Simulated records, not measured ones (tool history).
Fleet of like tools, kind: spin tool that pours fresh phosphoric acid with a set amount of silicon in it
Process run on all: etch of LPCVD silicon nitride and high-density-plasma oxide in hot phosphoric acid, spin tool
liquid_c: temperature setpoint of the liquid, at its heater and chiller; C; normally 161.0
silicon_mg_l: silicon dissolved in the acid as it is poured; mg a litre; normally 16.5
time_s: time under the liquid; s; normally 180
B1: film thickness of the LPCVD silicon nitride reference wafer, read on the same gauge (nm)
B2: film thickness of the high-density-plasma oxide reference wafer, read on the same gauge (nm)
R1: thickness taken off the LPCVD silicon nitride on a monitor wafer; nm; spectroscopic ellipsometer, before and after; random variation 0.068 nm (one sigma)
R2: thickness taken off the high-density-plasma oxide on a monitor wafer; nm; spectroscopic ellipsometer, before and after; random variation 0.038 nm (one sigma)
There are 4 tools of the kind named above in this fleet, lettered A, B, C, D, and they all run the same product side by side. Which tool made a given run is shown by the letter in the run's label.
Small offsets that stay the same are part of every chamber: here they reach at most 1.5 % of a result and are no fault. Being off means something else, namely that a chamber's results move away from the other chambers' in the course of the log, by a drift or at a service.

{"run": "1C", "hour": 2.5, "liquid_c": 161.0, "silicon_mg_l": 16.5, "time_s": 180, "B1": 149.97, "B2": 40.004, "R1": 16.402, "R2": 0.94938}
{"run": "2A", "hour": 6.8, "liquid_c": 161.0, "silicon_mg_l": 16.5, "time_s": 180, "B1": 150.03, "B2": 40.033, "R1": 16.507, "R2": 0.84567}
{"run": "3D", "hour": 11.3, "liquid_c": 161.0, "silicon_mg_l": 16.5, "time_s": 180, "B1": 149.97, "B2": 39.982, "R1": 16.482, "R2": 0.87007}
{"run": "4B", "hour": 13.9, "liquid_c": 161.0, "silicon_mg_l": 16.5, "time_s": 180, "B1": 149.98, "B2": 39.988, "R1": 16.637, "R2": 0.91581}
{"run": "5C", "hour": 17.8, "liquid_c": 161.0, "silicon_mg_l": 16.5, "time_s": 180, "B1": 150.01, "B2": 40.035, "R1": 16.434, "R2": 0.86368}
{"run": "6D", "hour": 22.2, "liquid_c": 159.0, "silicon_mg_l": 9.0, "time_s": 180, "B1": 150.01, "B2": 39.975, "R1": 15.485, "R2": 0.84985}
{"run": "7B", "hour": 27.2, "liquid_c": 159.0, "silicon_mg_l": 9.0, "time_s": 180, "B1": 150.0, "B2": 40.011, "R1": 15.377, "R2": 0.87374}
{"run": "8A", "hour": 32.5, "liquid_c": 159.0, "silicon_mg_l": 9.0, "time_s": 180, "B1": 150.01, "B2": 40.014, "R1": 15.533, "R2": 0.89462}
{"run": "9B", "hour": 35.0, "liquid_c": 159.0, "silicon_mg_l": 9.0, "time_s": 180, "B1": 150.0, "B2": 39.984, "R1": 15.471, "R2": 0.94643}
{"run": "10D", "hour": 40.2, "liquid_c": 161.0, "silicon_mg_l": 16.5, "time_s": 180, "B1": 149.99, "B2": 40.022, "R1": 16.446, "R2": 0.82366}
{"run": "11A", "hour": 45.6, "liquid_c": 161.0, "silicon_mg_l": 10.5, "time_s": 235, "B1": 150.01, "B2": 39.971, "R1": 21.53, "R2": 1.2735}
{"run": "12C", "hour": 50.1, "liquid_c": 161.0, "silicon_mg_l": 10.5, "time_s": 235, "B1": 149.97, "B2": 40.002, "R1": 21.499, "R2": 1.3844}
{"run": "13C", "hour": 54.8, "liquid_c": 161.0, "silicon_mg_l": 10.5, "time_s": 235, "B1": 150.02, "B2": 40.013, "R1": 21.469, "R2": 1.2779}
{"run": "14B", "hour": 58.0, "liquid_c": 161.0, "silicon_mg_l": 10.5, "time_s": 235, "B1": 150.04, "B2": 40.003, "R1": 21.556, "R2": 1.3143}
{"run": "15D", "hour": 60.7, "liquid_c": 161.0, "silicon_mg_l": 16.5, "time_s": 180, "B1": 149.98, "B2": 40.003, "R1": 16.534, "R2": 0.8677}
{"run": "16A", "hour": 65.4, "liquid_c": 161.0, "silicon_mg_l": 16.5, "time_s": 180, "B1": 149.97, "B2": 40.005, "R1": 16.564, "R2": 0.90558}
{"run": "17C", "hour": 69.4, "liquid_c": 158.5, "silicon_mg_l": 11.5, "time_s": 180, "B1": 150.02, "B2": 39.99, "R1": 15.081, "R2": 0.83034}
{"run": "18B", "hour": 72.5, "liquid_c": 158.5, "silicon_mg_l": 11.5, "time_s": 180, "B1": 150.0, "B2": 39.971, "R1": 15.152, "R2": 0.85493}
{"run": "19D", "hour": 76.7, "liquid_c": 158.5, "silicon_mg_l": 11.5, "time_s": 180, "B1": 149.99, "B2": 40.019, "R1": 15.24, "R2": 0.81893}
{"run": "20A", "hour": 79.9, "liquid_c": 158.5, "silicon_mg_l": 11.5, "time_s": 180, "B1": 150.03, "B2": 40.007, "R1": 15.114, "R2": 0.86358}
{"run": "21D", "hour": 83.6, "liquid_c": 161.0, "silicon_mg_l": 22.5, "time_s": 180, "B1": 149.97, "B2": 39.989, "R1": 16.468, "R2": 0.77652}
{"run": "22C", "hour": 88.9, "liquid_c": 161.0, "silicon_mg_l": 22.5, "time_s": 180, "B1": 150.0, "B2": 39.962, "R1": 16.359, "R2": 0.70668}
{"run": "23B", "hour": 92.7, "liquid_c": 161.0, "silicon_mg_l": 22.5, "time_s": 180, "B1": 150.01, "B2": 39.985, "R1": 16.486, "R2": 0.69961}
{"run": "24A", "hour": 97.3, "liquid_c": 161.0, "silicon_mg_l": 22.5, "time_s": 180, "B1": 150.03, "B2": 40.003, "R1": 16.615, "R2": 0.75165}
{"run": "25C", "hour": 100.3, "liquid_c": 161.0, "silicon_mg_l": 16.5, "time_s": 180, "B1": 149.99, "B2": 40.045, "R1": 16.357, "R2": 0.89351}
{"run": "26D", "hour": 105.6, "liquid_c": 161.0, "silicon_mg_l": 16.5, "time_s": 180, "B1": 149.96, "B2": 40.027, "R1": 16.472, "R2": 0.88567}
{"run": "27B", "hour": 109.5, "liquid_c": 161.0, "silicon_mg_l": 16.5, "time_s": 180, "B1": 150.0, "B2": 39.998, "R1": 16.427, "R2": 0.80619}

Has any chamber moved away from the others, gradually or after a service, or does the common gauge drift, or do the chambers differ only by their own small steady offsets? State the chamber and the most likely cause if one applies.

The fleet is healthy, with each chamber sitting at its usual small offset and no drift in the gauge.

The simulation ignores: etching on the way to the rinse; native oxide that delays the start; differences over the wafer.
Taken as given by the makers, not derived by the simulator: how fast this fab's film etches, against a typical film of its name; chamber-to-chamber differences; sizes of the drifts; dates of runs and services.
